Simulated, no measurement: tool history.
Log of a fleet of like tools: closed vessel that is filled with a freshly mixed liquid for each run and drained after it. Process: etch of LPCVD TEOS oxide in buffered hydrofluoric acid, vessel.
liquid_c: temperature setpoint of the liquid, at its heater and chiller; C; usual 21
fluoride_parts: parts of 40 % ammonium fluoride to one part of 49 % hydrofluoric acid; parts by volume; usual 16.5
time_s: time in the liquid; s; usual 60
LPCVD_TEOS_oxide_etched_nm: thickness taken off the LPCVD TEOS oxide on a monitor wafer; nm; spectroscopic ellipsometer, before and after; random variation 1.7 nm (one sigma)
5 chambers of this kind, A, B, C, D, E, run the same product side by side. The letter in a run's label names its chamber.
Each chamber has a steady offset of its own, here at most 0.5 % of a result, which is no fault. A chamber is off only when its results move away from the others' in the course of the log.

run	day	liquid_c	fluoride_parts	time_s	hours since the thermometer was replaced	hours since the hydrofluoric acid flow meter was replaced	read-back film thickness of the LPCVD TEOS oxide reference wafer, read on the same gauge (nm)	LPCVD_TEOS_oxide_etched_nm
1D	0.158	21	16.5	60	1599	1553.9	130	164.96
2B	0.312	21	16.5	60	1165.7	215.8	129.98	166.91
3E	0.412	21	16.5	60	1310.4	67.1	130.02	166.99
4A	0.608	21	16.5	60	888	1574.4	130.01	167.04
5C	0.717	21	16.5	60	635.9	715.8	129.99	171.18
6D	0.833	21	16.5	60	1615.2	1570.1	130.01	164.81
7B	0.992	17	16.5	60	1182	232.1	130.01	131.65
8C	1.1	17	16.5	60	645.1	725	129.99	134.09
9E	1.267	17	16.5	60	1330.9	87.6	130.01	131.79
10A	1.379	17	16.5	60	906.5	1592.9	130.01	133.97
11E	1.579	17	16.5	60	1338.4	95.1	129.99	132.83
12C	1.788	21	16.5	60	661.6	741.5	130.01	167.48
13B	1.979	21	16.5	60	1205.7	255.8	129.99	165.95
14A	2.142	21	16.5	60	924.8	1611.2	129.98	166.24
15D	2.321	21	16.5	60	1650.9	1605.8	130	164.69
16E	2.458	19	21	60	1359.5	116.2	130.01	118.51
17D	2.583	19	21	60	1657.2	1612.1	130	117.32
18B	2.7	19	21	60	1223	273.1	129.97	117.26
19A	2.875	19	21	60	942.4	1628.8	130.02	121.05
20C	3.05	19	21	60	691.9	771.8	130.01	119.6
21C	3.25	21	16.5	60	696.7	776.6	130.03	164.8
22A	3.446	17	14.5	60	956.1	1642.5	130.03	153.45
23E	3.667	17	14.5	60	1388.5	145.2	129.99	150.8
24B	3.812	17	14.5	60	1249.7	299.8	130	150.73
25D	4.021	17	14.5	60	1691.7	1646.6	129.99	150.49
26E	4.158	17	14.5	60	1400.3	157	129.99	151.76
27A	4.292	18.5	19.5	60	976.4	1662.8	130	123.37
28C	4.417	18.5	19.5	60	724.7	804.6	129.98	121.62
29B	4.533	18.5	19.5	60	1267	317.1	130.01	122.25
30D	4.688	18.5	19.5	60	1707.7	1662.6	130.03	121.34
31B	4.842	18.5	19.5	60	1274.4	324.5	130.01	124.48
32C	4.971	21	16.5	60	738	817.9	130	166.1
33D	5.133	21	16.5	60	1718.4	1673.3	130.01	166.61
34A	5.233	21	16.5	60	999	1685.4	130.03	169.45
35E	5.454	21	16.5	60	1431.4	188.1	130.03	166.53
36B	5.654	21	16.5	60	1293.9	344	130.01	166.63
37D	5.833	21	16.5	60	1735.2	1690.1	129.99	165.03
38C	6.025	21	16.5	60	763.3	843.2	130.04	168.69
39A	6.167	21	16.5	40	1021.4	1707.8	130.01	109.65

Is one chamber off against the others, does the gauge drift, or is nothing wrong? If a chamber is off, say which, and what the likeliest cause is.

No chamber stands off beyond its own small offset, and the gauge holds steady.

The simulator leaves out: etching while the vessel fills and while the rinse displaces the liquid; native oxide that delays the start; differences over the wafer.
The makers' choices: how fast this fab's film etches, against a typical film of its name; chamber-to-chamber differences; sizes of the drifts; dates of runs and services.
